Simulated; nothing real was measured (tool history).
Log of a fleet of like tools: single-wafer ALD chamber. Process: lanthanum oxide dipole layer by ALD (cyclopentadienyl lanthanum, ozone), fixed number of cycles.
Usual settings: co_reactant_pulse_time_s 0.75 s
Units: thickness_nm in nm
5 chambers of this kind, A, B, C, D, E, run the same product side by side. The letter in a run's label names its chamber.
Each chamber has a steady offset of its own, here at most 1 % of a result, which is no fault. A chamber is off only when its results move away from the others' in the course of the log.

run   hour  co_reactant_pulse_time_s  hours since the last thermocouple change  hours since the last ozone generator service  read-back reference wafer on the same gauge, thickness_nm  thickness_nm
 1B    3.3                      0.75                                    1626.7                                         201.7                                                    0.50382       0.44593
 2C    7.9                      0.75                                    2098.1                                         127.6                                                    0.50394       0.45157
 3A   13.4                      0.75                                    1869.7                                        1029.9                                                    0.50419       0.45165
 4D     17                      0.75                                      1310                                         454.1                                                    0.50412       0.44688
 5E   22.6                      0.75                                    1426.7                                         309.7                                                     0.5036       0.44859
 6D   28.7                      0.75                                    1321.7                                         465.8                                                    0.50358        0.4503
 7C   33.6                      0.55                                    2123.8                                         153.3                                                    0.50411       0.38608
 8A     39                      0.55                                    1895.3                                        1055.5                                                    0.50407       0.38754
 9B     45                      0.55                                    1668.4                                         243.4                                                    0.50395       0.38555
10E   50.9                      0.55                                      1455                                           338                                                    0.50341       0.38538
11D   56.1                      0.55                                    1349.1                                         493.2                                                    0.50332       0.38374
12E   61.8                       0.9                                    1465.9                                         348.9                                                    0.50359       0.47973
13A   65.1                       0.9                                    1921.4                                        1081.6                                                    0.50441       0.48579
14B     70                       0.9                                    1693.4                                         268.4                                                    0.50404       0.47707
15C   74.9                       0.9                                    2165.1                                         194.6                                                    0.50384       0.48084
16E   81.1                       0.9                                    1485.2                                         368.2                                                     0.5035         0.484
17A   86.6                      0.75                                    1942.9                                        1103.1                                                    0.50375       0.45185
18D   90.7                      0.75                                    1383.7                                         527.8                                                     0.5039       0.45114
19C   95.6                      0.75                                    2185.8                                         215.3                                                    0.50374          0.45
20B   99.1                      0.75                                    1722.5                                         297.5                                                    0.50391       0.44991
     102.4  -- chamber E: thermocouple changed; heater temperature recalibrated
21C  103.9                      0.75                                    2194.1                                         223.6                                                    0.50399       0.45123
22D  110.1                      0.98                                    1403.1                                         547.2                                                    0.50396       0.50124
23A    116                      0.98                                    1972.3                                        1132.5                                                    0.50375       0.49817
24E  122.2                      0.98                                      19.9                                         409.3                                                      0.504       0.49849
25B  126.1                      0.98                                    1749.5                                         324.5                                                    0.50423       0.49312
26D  130.4                      0.98                                    1423.4                                         567.5                                                    0.50441       0.49773
27B  135.8                      0.75                                    1759.2                                         334.2                                                    0.50417       0.44438
28C    140                      0.64                                    2230.2                                         259.7                                                    0.50389        0.4132
29A  144.8                      0.64                                    2001.1                                        1161.3                                                    0.50431       0.41764
30E  147.8                      0.64                                      45.5                                         434.9                                                    0.50393       0.41698
31A  150.8                      0.64                                    2007.1                                        1167.3                                                    0.50434       0.41837
32E  154.8                      0.64                                      52.5                                         441.9                                                    0.50381       0.41811
33B  158.6                      0.75                                      1782                                           357                                                    0.50441       0.44755
34C  162.8                      0.75                                      2253                                         282.5                                                     0.5038       0.44614
35D  167.2                      0.75                                    1460.2                                         604.3                                                    0.50386       0.44945
36E  170.4                      0.75                                      68.1                                         457.5                                                    0.50396       0.44607
37D  173.9                      0.92                                    1466.9                                           611                                                    0.50403       0.48784
38C  179.4                      0.92                                    2269.6                                         299.1                                                    0.50435       0.48512
39B  182.6                      0.92                                      1806                                           381                                                      0.504       0.48368
40A  187.4                      0.92                                    2043.7                                        1203.9                                                    0.50426       0.48758
41B  192.5                      0.92                                    1815.9                                         390.9                                                    0.50451       0.48211
42A  195.7                      0.75                                      2052                                        1212.2                                                    0.50415       0.44994
43E  198.6                      0.75                                      96.3                                         485.7                                                    0.50462       0.44824

What goes on in this fleet: one chamber off, a drifting gauge, or nothing beyond the chambers' own small offsets? Name the chamber and the cause, if any.

No chamber stands off beyond its own small offset, and the gauge holds steady.
